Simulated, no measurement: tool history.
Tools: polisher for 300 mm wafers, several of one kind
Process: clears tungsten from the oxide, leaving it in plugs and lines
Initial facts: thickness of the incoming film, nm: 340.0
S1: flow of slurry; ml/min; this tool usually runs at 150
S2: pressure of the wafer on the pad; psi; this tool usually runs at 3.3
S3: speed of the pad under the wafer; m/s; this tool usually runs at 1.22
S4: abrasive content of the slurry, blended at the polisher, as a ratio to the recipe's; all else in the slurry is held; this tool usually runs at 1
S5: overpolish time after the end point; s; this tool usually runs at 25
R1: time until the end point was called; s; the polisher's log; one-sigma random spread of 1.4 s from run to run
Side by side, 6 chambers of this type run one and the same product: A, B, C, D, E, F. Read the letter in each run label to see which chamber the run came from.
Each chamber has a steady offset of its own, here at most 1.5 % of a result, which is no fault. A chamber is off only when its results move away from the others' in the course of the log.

run   hour   S1   S2    S3  S4  S5      R1
 1E      5  150  3.3  1.22   1  25  72.686
         8  -- chamber B: slurry nozzle cleaned
       9.5  -- chamber A: worn pad replaced by a new one
 2D   10.4  150  3.3  1.22   1  25  76.732
 3B   16.8  150  3.3  1.22   1  25  75.137
      21.8  -- chamber D: head pressure recalibrated
 4A   25.5  150  3.3  1.22   1  25  75.037
      31.1  -- chamber F: worn pad replaced by a new one
      33.3  -- chamber D: slurry tank refilled with fresh slurry and peroxide
        35  -- chamber C: worn pad replaced by a new one
 5F     35  150  3.3  1.22   1  25  73.513
      41.1  -- chamber F: head pressure recalibrated
 6C   42.1  195  3.3  1.22   1  25  72.757
      45.1  -- chamber C: slurry tank refilled with fresh slurry and peroxide
      46.2  -- chamber D: worn pad replaced by a new one
 7C   47.8  195  3.3  1.22   1  25  72.241
 8B   55.8  195  3.3  1.22   1  25  76.163
      58.3  -- chamber E: worn pad replaced by a new one
 9E     64  195  3.3  1.22   1  25  72.731
10D   72.2  195  3.3  1.22   1  25   70.88
      73.2  -- chamber A: worn pad replaced by a new one
      75.4  -- chamber B: worn pad replaced by a new one
11A   76.7  195  3.3  1.22   1  25  73.974
12F   81.8  150  2.3  1.22   1  25  108.24
      88.4  -- chamber F: slurry tank refilled with fresh slurry and peroxide
13C     91  150  2.3  1.22   1  25  110.92
      91.8  -- chamber C: slurry tank refilled with fresh slurry and peroxide
        94  -- chamber B: slurry tank refilled with fresh slurry and peroxide
14D   97.8  150  2.3  1.22   1  25  108.34
        98  -- chamber D: slurry tank refilled with fresh slurry and peroxide
     104.2  -- chamber C: slurry blender recalibrated
15E  105.7  150  2.3  1.22   1  25  111.01
     113.1  -- chamber F: worn pad replaced by a new one
16A  114.2  150  2.3  1.22   1  25  112.57
     116.6  -- chamber C: worn pad replaced by a new one
17B  120.3  150  2.3  1.22   1  25  111.76
18F  125.2  150  2.4  1.22   1  25  104.97
     126.6  -- chamber E: slurry tank refilled with fresh slurry and peroxide
     128.8  -- chamber A: worn pad replaced by a new one
19F  134.6  150  2.4  1.22   1  25  106.13
     135.4  -- chamber D: worn pad replaced by a new one
     135.8  -- chamber A: slurry blender recalibrated
     137.6  -- chamber C: slurry tank refilled with fresh slurry and peroxide
20A  143.5  150  2.4  1.22   1  25  109.55
     144.7  -- chamber B: head pressure recalibrated
21D  147.6  150  2.4  1.22   1  25  104.21
     149.4  -- chamber E: worn pad replaced by a new one
     150.6  -- chamber E: head pressure recalibrated
22E  154.4  150  2.4  1.22   1  25  105.03
23B  162.8  150  2.4  1.22   1  25  106.37
     166.8  -- chamber F: slurry tank refilled with fresh slurry and peroxide
24C    169  150  3.3  1.22   1  25  74.792
     170.5  -- chamber D: slurry tank refilled with fresh slurry and peroxide
25C  175.5  150  3.3  1.22   1  25  72.466
     181.1  -- chamber B: worn pad replaced by a new one
     182.2  -- chamber A: worn pad replaced by a new one
26B    184  150  3.3  1.22   1  25  78.747
     189.7  -- chamber B: slurry blender recalibrated
27A  192.9  150  3.3  1.22   1  25  82.963
     194.5  -- chamber B: slurry tank refilled with fresh slurry and peroxide
       197  -- chamber C: worn pad replaced by a new one
     198.2  -- chamber C: slurry tank refilled with fresh slurry and peroxide
28E  198.9  150  3.3  1.22   1  25  75.065
     200.4  -- chamber F: worn pad replaced by a new one
     204.4  -- chamber A: slurry nozzle cleaned
29D  204.4  150  3.3  1.22   1  25  72.418
     206.6  -- chamber F: slurry blender recalibrated
30F  209.8  150  3.3  1.22   1  25  75.612
31A  214.9  150  3.3  1.22   1  25  86.145
     217.4  -- chamber D: worn pad replaced by a new one
32F  222.5  150  3.3  1.22   1  25  75.461
     223.4  -- chamber C: slurry nozzle cleaned
     225.5  -- chamber E: worn pad replaced by a new one
33C  229.2  150  3.3  1.22   1  25  74.624
     231.9  -- chamber D: slurry tank refilled with fresh slurry and peroxide
34B  235.2  150  3.3  1.22   1  25  75.991
35E  243.8  150  3.3  1.22   1  25      77
36D  249.7  150  3.3  1.22   1  25  73.672
37D  256.7  150  3.3  1.22   1  25   76.53
38E  264.1  150  3.3  1.22   1  25  76.817

One chamber off, gauge drift, or nothing amiss beyond the chambers' own small offsets? If it is a chamber, which one, and what is the likeliest cause?

It is chamber A that slowly wanders off from its peers.
Likeliest cause: peroxide lost from the slurry, % = 34.8.

Below are 4 candidate recipes for chamber A's next run, each the usual settings with a change, their results shown as question marks. Which of them brings A's results back in line with what the other chambers give on the usual settings?
To be in line, a result may differ from the other chambers' mean on the usual settings by at most: R1 4.9 s
39A-1   271  150  3.6  1.32   1  25   ?
39A-2   271  150  3.2  1.18   1  25   ?
39A-3   271  150  3.4  1.26   1  25   ?
39A-4   271  145  3.3     1   1  25   ?

Usual-settings mean across the other chambers: R1 76.145 s
  run      R1
39A-1  77.677
39A-2  97.557
39A-3  86.086
39A-4  112.15
With 39A-1, the chamber falls back in line with the rest.
